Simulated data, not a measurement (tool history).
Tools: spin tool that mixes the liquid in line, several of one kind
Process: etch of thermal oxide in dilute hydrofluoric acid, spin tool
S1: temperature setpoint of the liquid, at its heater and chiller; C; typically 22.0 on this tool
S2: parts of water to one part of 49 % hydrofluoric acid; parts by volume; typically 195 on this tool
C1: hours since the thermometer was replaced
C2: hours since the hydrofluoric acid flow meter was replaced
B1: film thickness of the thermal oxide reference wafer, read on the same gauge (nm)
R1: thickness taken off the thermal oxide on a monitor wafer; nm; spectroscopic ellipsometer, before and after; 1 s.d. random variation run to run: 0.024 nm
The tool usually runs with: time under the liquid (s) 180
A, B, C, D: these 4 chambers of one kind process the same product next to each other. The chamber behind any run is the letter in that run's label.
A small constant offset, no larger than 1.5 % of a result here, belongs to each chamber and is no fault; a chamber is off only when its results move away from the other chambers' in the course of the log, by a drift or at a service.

run 1C hour=3.1 | S1=22.0 S2=195 time_under_the_liquid_(s)=180 | C1=64.6 C2=194.2 | B1=120.02 | R1=3.6240
run 2B hour=7.3 | S1=22.0 S2=195 time_under_the_liquid_(s)=180 | C1=230.9 C2=837.3 | B1=119.99 | R1=3.5959
run 3A hour=10.4 | S1=22.0 S2=195 time_under_the_liquid_(s)=180 | C1=179.9 C2=1027.8 | B1=120.00 | R1=3.6109
run 4D hour=13.6 | S1=22.0 S2=195 time_under_the_liquid_(s)=180 | C1=36.7 C2=1536.2 | B1=120.02 | R1=3.5762
run 5C hour=16.8 | S1=22.0 S2=195 time_under_the_liquid_(s)=180 | C1=78.3 C2=207.9 | B1=120.01 | R1=3.5954
run 6A hour=20.1 | S1=22.0 S2=195 time_under_the_liquid_(s)=180 | C1=189.6 C2=1037.5 | B1=120.00 | R1=3.6115
run 7D hour=24.7 | S1=22.0 S2=195 time_under_the_liquid_(s)=180 | C1=47.8 C2=1547.3 | B1=120.00 | R1=3.5907
run 8B hour=28.8 | S1=17.5 S2=195 time_under_the_liquid_(s)=90 | C1=252.4 C2=858.8 | B1=119.98 | R1=1.5263
run 9B hour=32.7 | S1=17.5 S2=195 time_under_the_liquid_(s)=90 | C1=256.3 C2=862.7 | B1=119.99 | R1=1.5255
run 10A hour=36.6 | S1=17.5 S2=195 time_under_the_liquid_(s)=90 | C1=206.1 C2=1054.0 | B1=120.00 | R1=1.5145
run 11C hour=41.2 | S1=17.5 S2=195 time_under_the_liquid_(s)=90 | C1=102.7 C2=232.3 | B1=120.00 | R1=1.5265
run 12D hour=44.2 | S1=22.0 S2=195 time_under_the_liquid_(s)=180 | C1=67.3 C2=1566.8 | B1=120.00 | R1=3.5678
run 13B hour=49.0 | S1=26.0 S2=250 time_under_the_liquid_(s)=180 | C1=272.6 C2=879.0 | B1=120.01 | R1=3.0417
run 14C hour=51.8 | S1=26.0 S2=250 time_under_the_liquid_(s)=180 | C1=113.3 C2=242.9 | B1=119.99 | R1=3.1004
run 15D hour=56.3 | S1=26.0 S2=250 time_under_the_liquid_(s)=180 | C1=79.4 C2=1578.9 | B1=119.99 | R1=3.0118
run 16A hour=60.4 | S1=26.0 S2=250 time_under_the_liquid_(s)=180 | C1=229.9 C2=1077.8 | B1=120.00 | R1=3.0338
run 17A hour=64.3 | S1=22.0 S2=195 time_under_the_liquid_(s)=180 | C1=233.8 C2=1081.7 | B1=119.99 | R1=3.6281
run 18B hour=68.4 | S1=22.0 S2=195 time_under_the_liquid_(s)=180 | C1=292.0 C2=898.4 | B1=120.00 | R1=3.5785
run 19D hour=71.9 | S1=22.0 S2=195 time_under_the_liquid_(s)=180 | C1=95.0 C2=1594.5 | B1=120.01 | R1=3.5477
run 20C hour=75.6 | S1=22.0 S2=270 time_under_the_liquid_(s)=100 | C1=137.1 C2=266.7 | B1=120.00 | R1=1.3475
run 21C hour=79.3 | S1=22.0 S2=270 time_under_the_liquid_(s)=100 | C1=140.8 C2=270.4 | B1=120.00 | R1=1.3470
run 22A hour=82.5 | S1=22.0 S2=270 time_under_the_liquid_(s)=100 | C1=252.0 C2=1099.9 | B1=120.01 | R1=1.3527
run 23D hour=87.1 | S1=22.0 S2=270 time_under_the_liquid_(s)=100 | C1=110.2 C2=1609.7 | B1=119.99 | R1=1.3117
run 24B hour=90.4 | S1=22.0 S2=195 time_under_the_liquid_(s)=180 | C1=314.0 C2=920.4 | B1=120.00 | R1=3.5553
run 25D hour=93.0 | S1=22.0 S2=195 time_under_the_liquid_(s)=180 | C1=116.1 C2=1615.6 | B1=120.00 | R1=3.5069
run 26A hour=95.4 | S1=22.0 S2=195 time_under_the_liquid_(s)=180 | C1=264.9 C2=1112.8 | B1=120.02 | R1=3.6411
run 27C hour=99.4 | S1=27.0 S2=195 time_under_the_liquid_(s)=180 | C1=160.9 C2=290.5 | B1=120.00 | R1=4.3294
run 28B hour=102.0 | S1=27.0 S2=195 time_under_the_liquid_(s)=180 | C1=325.6 C2=932.0 | B1=120.01 | R1=4.2643
run 29A hour=104.4 | S1=27.0 S2=195 time_under_the_liquid_(s)=180 | C1=273.9 C2=1121.8 | B1=119.99 | R1=4.2636
run 30C hour=106.9 | S1=27.0 S2=195 time_under_the_liquid_(s)=180 | C1=168.4 C2=298.0 | B1=120.00 | R1=4.3919
run 31D hour=110.7 | S1=22.0 S2=195 time_under_the_liquid_(s)=180 | C1=133.8 C2=1633.3 | B1=120.01 | R1=3.5498
run 32B hour=113.7 | S1=25.5 S2=195 time_under_the_liquid_(s)=180 | C1=337.3 C2=943.7 | B1=120.00 | R1=4.0960
run 33D hour=117.9 | S1=25.5 S2=195 time_under_the_liquid_(s)=180 | C1=141.0 C2=1640.5 | B1=119.99 | R1=4.0402
run 34A hour=121.4 | S1=25.5 S2=195 time_under_the_liquid_(s)=180 | C1=290.9 C2=1138.8 | B1=120.01 | R1=4.0415
run 35B hour=124.3 | S1=25.5 S2=195 time_under_the_liquid_(s)=180 | C1=347.9 C2=954.3 | B1=120.01 | R1=4.1236
run 36C hour=126.7 | S1=22.0 S2=195 time_under_the_liquid_(s)=180 | C1=188.2 C2=317.8 | B1=120.01 | R1=3.6191
run 37B hour=130.7 | S1=22.0 S2=195 time_under_the_liquid_(s)=180 | C1=354.3 C2=960.7 | B1=119.99 | R1=3.6126
run 38C hour=133.1 | S1=22.0 S2=115 time_under_the_liquid_(s)=110 | C1=194.6 C2=324.2 | B1=120.00 | R1=4.1356
run 39A hour=137.2 | S1=22.0 S2=115 time_under_the_liquid_(s)=110 | C1=306.7 C2=1154.6 | B1=119.98 | R1=4.1274
run 40D hour=141.6 | S1=22.0 S2=115 time_under_the_liquid_(s)=110 | C1=164.7 C2=1664.2 | B1=120.00 | R1=4.0794
run 41A hour=145.0 | S1=22.0 S2=115 time_under_the_liquid_(s)=110 | C1=314.5 C2=1162.4 | B1=120.00 | R1=4.1184

Decide between three cases: one chamber stands off from its peers, the gauge reading all wafers drifts, or nothing is wrong past each chamber's small offset. Where a chamber is off, say which and what most likely put it there.

Beyond each chamber's small constant offset nothing stands out, and the gauge stays steady.

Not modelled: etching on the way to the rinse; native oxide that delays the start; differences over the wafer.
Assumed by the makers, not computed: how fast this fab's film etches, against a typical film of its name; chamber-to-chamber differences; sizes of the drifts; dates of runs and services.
